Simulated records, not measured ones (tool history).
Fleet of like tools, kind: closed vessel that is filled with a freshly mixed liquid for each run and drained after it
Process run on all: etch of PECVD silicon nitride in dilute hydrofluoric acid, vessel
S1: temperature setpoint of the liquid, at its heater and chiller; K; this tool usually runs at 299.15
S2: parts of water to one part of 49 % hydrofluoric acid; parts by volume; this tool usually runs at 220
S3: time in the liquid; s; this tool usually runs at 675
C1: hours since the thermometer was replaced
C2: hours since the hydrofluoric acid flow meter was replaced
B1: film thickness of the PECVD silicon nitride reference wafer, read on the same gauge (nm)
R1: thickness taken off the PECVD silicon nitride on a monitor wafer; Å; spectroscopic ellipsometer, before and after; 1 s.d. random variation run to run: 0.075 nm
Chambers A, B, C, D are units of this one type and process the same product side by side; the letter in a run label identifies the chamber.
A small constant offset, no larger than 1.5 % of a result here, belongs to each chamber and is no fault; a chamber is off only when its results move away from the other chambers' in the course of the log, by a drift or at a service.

Run 1C, day 0.217: usual settings; C1 303.3; C2 102.7; B1 120.02. Result: R1 123.260 Å.
Run 2D, day 0.362: usual settings; C1 24.5; C2 380.4; B1 120.00. Result: R1 122.420 Å.
Run 3A, day 0.521: usual settings; C1 681.8; C2 757.4; B1 119.98. Result: R1 122.510 Å.
Run 4B, day 0.700: usual settings; C1 49.8; C2 175.1; B1 120.00. Result: R1 121.540 Å.
Run 5B, day 0.817: usual settings; C1 52.6; C2 177.9; B1 120.02. Result: R1 120.520 Å.
Run 6C, day 1.004: usual settings but S1 297.15 K, S3 460 s; C1 322.2; C2 121.6; B1 120.01. Result: R1 74.567 Å.
Run 7D, day 1.150: usual settings but S1 297.15 K, S3 460 s; C1 43.4; C2 399.3; B1 119.94. Result: R1 74.270 Å.
Run 8A, day 1.333: usual settings but S1 297.15 K, S3 460 s; C1 701.3; C2 776.9; B1 120.00. Result: R1 74.143 Å.
Run 9B, day 1.479: usual settings but S1 297.15 K, S3 460 s; C1 68.5; C2 193.8; B1 120.02. Result: R1 72.679 Å.
Run 10D, day 1.654: usual settings; C1 55.5; C2 411.4; B1 120.01. Result: R1 122.410 Å.
Run 11C, day 1.850: usual settings; C1 342.5; C2 141.9; B1 119.95. Result: R1 121.980 Å.
Run 12A, day 1.967: usual settings but S1 301.65 K, S3 890 s; C1 716.5; C2 792.1; B1 119.97. Result: R1 184.110 Å.
Run 13D, day 2.104: usual settings but S1 301.65 K, S3 890 s; C1 66.3; C2 422.2; B1 120.05. Result: R1 187.760 Å.
Run 14C, day 2.258: usual settings but S1 301.65 K, S3 890 s; C1 352.3; C2 151.7; B1 120.03. Result: R1 188.660 Å.
Run 15B, day 2.408: usual settings but S1 301.65 K, S3 890 s; C1 90.8; C2 216.1; B1 120.02. Result: R1 187.460 Å.
Run 16A, day 2.633: usual settings; C1 732.5; C2 808.1; B1 119.97. Result: R1 120.820 Å.
Run 17B, day 2.767: usual settings; C1 99.4; C2 224.7; B1 120.02. Result: R1 122.530 Å.
Run 18C, day 2.938: usual settings but S1 296.65 K, S2 185 parts by volume; C1 368.6; C2 168.0; B1 120.02. Result: R1 124.730 Å.
Run 19D, day 3.112: usual settings but S1 296.65 K, S2 185 parts by volume; C1 90.5; C2 446.4; B1 120.01. Result: R1 125.650 Å.
Run 20A, day 3.221: usual settings but S1 296.65 K, S2 185 parts by volume; C1 746.6; C2 822.2; B1 120.00. Result: R1 122.820 Å.
Run 21D, day 3.350: usual settings but S1 296.65 K, S2 185 parts by volume; C1 96.2; C2 452.1; B1 120.02. Result: R1 125.160 Å.
Run 22C, day 3.542: usual settings but S1 302.65 K, S3 1060 s; C1 383.1; C2 182.5; B1 119.96. Result: R1 238.310 Å.
Run 23B, day 3.667: usual settings but S1 302.65 K, S3 1060 s; C1 121.0; C2 246.3; B1 119.97. Result: R1 232.790 Å.
Run 24A, day 3.817: usual settings but S1 302.65 K, S3 1060 s; C1 760.9; C2 836.5; B1 119.98. Result: R1 235.600 Å.
Run 25D, day 4.008: usual settings but S1 302.65 K, S3 1060 s; C1 112.0; C2 467.9; B1 119.97. Result: R1 239.670 Å.
Run 26C, day 4.200: usual settings; C1 398.9; C2 198.3; B1 119.99. Result: R1 123.610 Å.
Run 27B, day 4.417: usual settings; C1 139.0; C2 264.3; B1 119.96. Result: R1 120.690 Å.
Run 28A, day 4.583: usual settings; C1 779.3; C2 854.9; B1 119.98. Result: R1 122.500 Å.
Run 29B, day 4.729: usual settings; C1 146.5; C2 271.8; B1 119.97. Result: R1 119.940 Å.
Run 30D, day 4.883: usual settings; C1 133.0; C2 488.9; B1 120.04. Result: R1 124.430 Å.
Run 31A, day 5.004: usual settings; C1 789.4; C2 865.0; B1 119.96. Result: R1 120.760 Å.
Run 32C, day 5.150: usual settings; C1 421.7; C2 221.1; B1 119.97. Result: R1 121.180 Å.
Run 33B, day 5.346: usual settings; C1 161.3; C2 286.6; B1 119.98. Result: R1 120.770 Å.
Run 34C, day 5.492: usual settings but S2 325 parts by volume, S3 1015 s; C1 429.9; C2 229.3; B1 120.02. Result: R1 124.340 Å.
Run 35D, day 5.592: usual settings but S2 325 parts by volume, S3 1015 s; C1 150.0; C2 505.9; B1 120.04. Result: R1 124.720 Å.
Run 36A, day 5.771: usual settings but S2 325 parts by volume, S3 1015 s; C1 807.8; C2 883.4; B1 119.98. Result: R1 124.470 Å.
Run 37C, day 5.912: usual settings but S2 325 parts by volume, S3 1015 s; C1 440.0; C2 239.4; B1 119.97. Result: R1 124.110 Å.
Run 38B, day 6.092: usual settings; C1 179.2; C2 304.5; B1 120.04. Result: R1 120.520 Å.

Each of the 4 chambers runs these same settings next. Fill in every chamber's results:
Run 39A, day 6.258: usual settings but S1 297.15 K. Result: R1 ?.
Run 39B, day 6.258: usual settings but S1 297.15 K. Result: R1 ?.
Run 39C, day 6.258: usual settings but S1 297.15 K. Result: R1 ?.
Run 39D, day 6.258: usual settings but S1 297.15 K. Result: R1 ?.

run       R1
39A  108.100
39B  106.420
39C  108.130
39D  107.960
